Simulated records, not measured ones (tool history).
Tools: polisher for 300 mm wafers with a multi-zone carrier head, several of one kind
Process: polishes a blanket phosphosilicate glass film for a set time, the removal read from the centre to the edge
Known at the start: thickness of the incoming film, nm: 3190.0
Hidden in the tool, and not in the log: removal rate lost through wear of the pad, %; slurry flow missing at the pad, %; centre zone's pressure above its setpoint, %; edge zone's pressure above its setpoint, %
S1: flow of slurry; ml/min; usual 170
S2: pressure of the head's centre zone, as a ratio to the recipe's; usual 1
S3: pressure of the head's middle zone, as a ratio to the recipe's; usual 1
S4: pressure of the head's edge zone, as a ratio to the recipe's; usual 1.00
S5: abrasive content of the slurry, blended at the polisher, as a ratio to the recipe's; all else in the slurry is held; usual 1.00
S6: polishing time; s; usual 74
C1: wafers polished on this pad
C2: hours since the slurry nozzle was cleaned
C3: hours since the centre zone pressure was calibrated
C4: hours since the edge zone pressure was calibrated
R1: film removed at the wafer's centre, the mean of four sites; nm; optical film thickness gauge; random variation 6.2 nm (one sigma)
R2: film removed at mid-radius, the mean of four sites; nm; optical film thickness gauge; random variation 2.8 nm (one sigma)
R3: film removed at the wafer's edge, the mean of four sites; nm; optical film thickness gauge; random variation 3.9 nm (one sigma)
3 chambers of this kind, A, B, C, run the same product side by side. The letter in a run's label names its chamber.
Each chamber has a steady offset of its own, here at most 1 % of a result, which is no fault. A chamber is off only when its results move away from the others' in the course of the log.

run	hour	S1	S2	S3	S4	S5	S6	C1	C2	C3	C4	R1	R2	R3
1B	8.3	170	1	1	1.00	1.00	74	1101	257.0	149.5	194.7	426.95	425.67	428.13
# hour 17.2: chamber B: worn pad replaced by a new one
2A	20.8	170	1	1	1.00	1.00	74	768	42.1	30.1	903.9	417.44	429.93	428.88
# hour 22.8: chamber B: slurry nozzle cleaned
# hour 25.6: chamber A: worn pad replaced by a new one
3C	28.5	170	1	1	1.00	1.00	74	640	454.3	653.0	582.7	426.95	419.46	423.26
# hour 29.1: chamber A: edge zone pressure recalibrated
4C	41.4	170	1	1	1.00	1.00	74	794	467.2	665.9	595.6	424.34	420.23	419.78
5A	53.6	210	1	1	1.07	1.00	74	334	74.9	62.9	24.6	429.73	445.24	453.94
# hour 57.1: chamber C: worn pad replaced by a new one
6B	69.8	210	1	1	1.07	1.00	74	628	47.1	211.0	256.2	445.00	440.36	457.46
7A	79.9	210	1	1	1.07	1.00	74	647	101.2	89.2	50.9	430.16	446.54	446.89
8B	87.5	170	1	1	1.00	1.00	74	839	64.8	228.7	273.9	427.91	425.86	434.63
9C	102.8	170	1	1	1.00	1.00	74	545	528.6	727.3	657.0	423.08	425.88	419.57
# hour 108.7: chamber A: worn pad replaced by a new one
# hour 109.9: chamber B: worn pad replaced by a new one
10C	112.9	170	1	1	1.00	1.00	74	666	538.7	737.4	667.1	437.70	422.23	425.83
11B	122.6	170	1	1	1.00	1.00	74	152	99.9	263.8	309.0	431.13	428.32	427.05
# hour 123.9: chamber C: worn pad replaced by a new one
12A	131.7	170	1	1	1.00	1.00	74	275	153.0	141.0	102.7	424.59	432.78	429.59
13A	142.4	170	1	1	1.00	1.00	74	403	163.7	151.7	113.4	424.04	431.05	423.58
14C	153.9	170	1	1	1.00	1.00	74	358	579.7	778.4	708.1	412.18	418.76	417.31
15B	167.7	170	1	1	1.00	1.00	74	690	145.0	308.9	354.1	428.52	424.64	426.40
16C	179.6	170	1	1	1.00	1.00	74	664	605.4	804.1	733.8	418.83	423.52	416.98
# hour 185.5: chamber A: worn pad replaced by a new one
17B	186.8	170	1	1	1.00	1.00	74	918	164.1	328.0	373.2	430.90	427.78	427.65
# hour 199.0: chamber C: slurry nozzle cleaned
# hour 200.4: chamber C: worn pad replaced by a new one
18A	200.8	170	1	1	0.90	1.00	74	182	222.1	210.1	171.8	424.18	426.17	405.81
19B	212.2	170	1	1	0.90	1.00	74	1221	189.5	353.4	398.6	420.79	425.10	408.31
# hour 217.6: chamber B: worn pad replaced by a new one
20A	221.8	170	1	1	0.90	1.00	74	433	243.1	231.1	192.8	419.34	428.87	402.55
21C	237.1	170	1	1	1.00	1.00	74	438	38.1	861.6	791.3	422.31	428.71	417.45
22B	246.5	170	1	1	1.00	1.00	74	345	223.8	387.7	432.9	424.08	427.34	432.36
# hour 252.7: chamber A: worn pad replaced by a new one
23C	261.5	170	1	1	1.00	1.00	74	729	62.5	886.0	815.7	423.82	419.01	416.41
24A	271.2	170	1	1	1.00	1.00	74	221	292.5	280.5	242.2	423.41	423.81	425.23
25B	280.1	170	1	1	1.00	0.75	74	746	257.4	421.3	466.5	367.44	369.12	368.29
# hour 280.9: chamber B: slurry nozzle cleaned
# hour 284.6: chamber C: worn pad replaced by a new one
26C	287.9	170	1	1	1.00	0.75	74	39	88.9	912.4	842.1	357.32	369.63	366.53
# hour 299.7: chamber B: edge zone pressure recalibrated
27A	302.5	170	1	1	1.00	0.75	74	594	323.8	311.8	273.5	367.51	374.93	367.19
28B	312.2	170	1	1	1.00	1.00	74	1129	31.3	453.4	12.6	411.02	426.05	425.98
# hour 319.2: chamber A: worn pad replaced by a new one
29A	325.3	170	1	1	1.00	1.00	74	73	346.6	334.6	296.3	403.41	428.36	414.19
# hour 335.8: chamber B: worn pad replaced by a new one
30C	337.1	170	1	1	1.00	1.00	74	626	138.1	961.6	891.3	424.53	421.99	423.06
31C	351.4	170	1	1	1.00	1.00	74	797	152.4	975.9	905.6	426.44	421.59	418.52
32A	363.5	170	1	1	1.00	1.00	74	529	384.8	372.8	334.5	410.83	434.17	423.21
33B	376.7	170	1	1	1.00	1.00	74	488	95.8	517.9	77.1	418.15	426.26	424.11
34B	387.6	170	1	1	1.00	1.00	74	618	106.7	528.8	88.0	423.78	427.14	428.78

Next, every chamber runs the same settings. What will each give?
35A	399.2	170	1	1	1.00	1.20	74					?	?	?
35B	399.2	170	1	1	1.00	1.20	74					?	?	?
35C	399.2	170	1	1	1.00	1.20	74					?	?	?

run	R1	R2	R3
35A	453.71	462.80	459.55
35B	464.52	459.75	460.16
35C	474.36	461.49	463.35

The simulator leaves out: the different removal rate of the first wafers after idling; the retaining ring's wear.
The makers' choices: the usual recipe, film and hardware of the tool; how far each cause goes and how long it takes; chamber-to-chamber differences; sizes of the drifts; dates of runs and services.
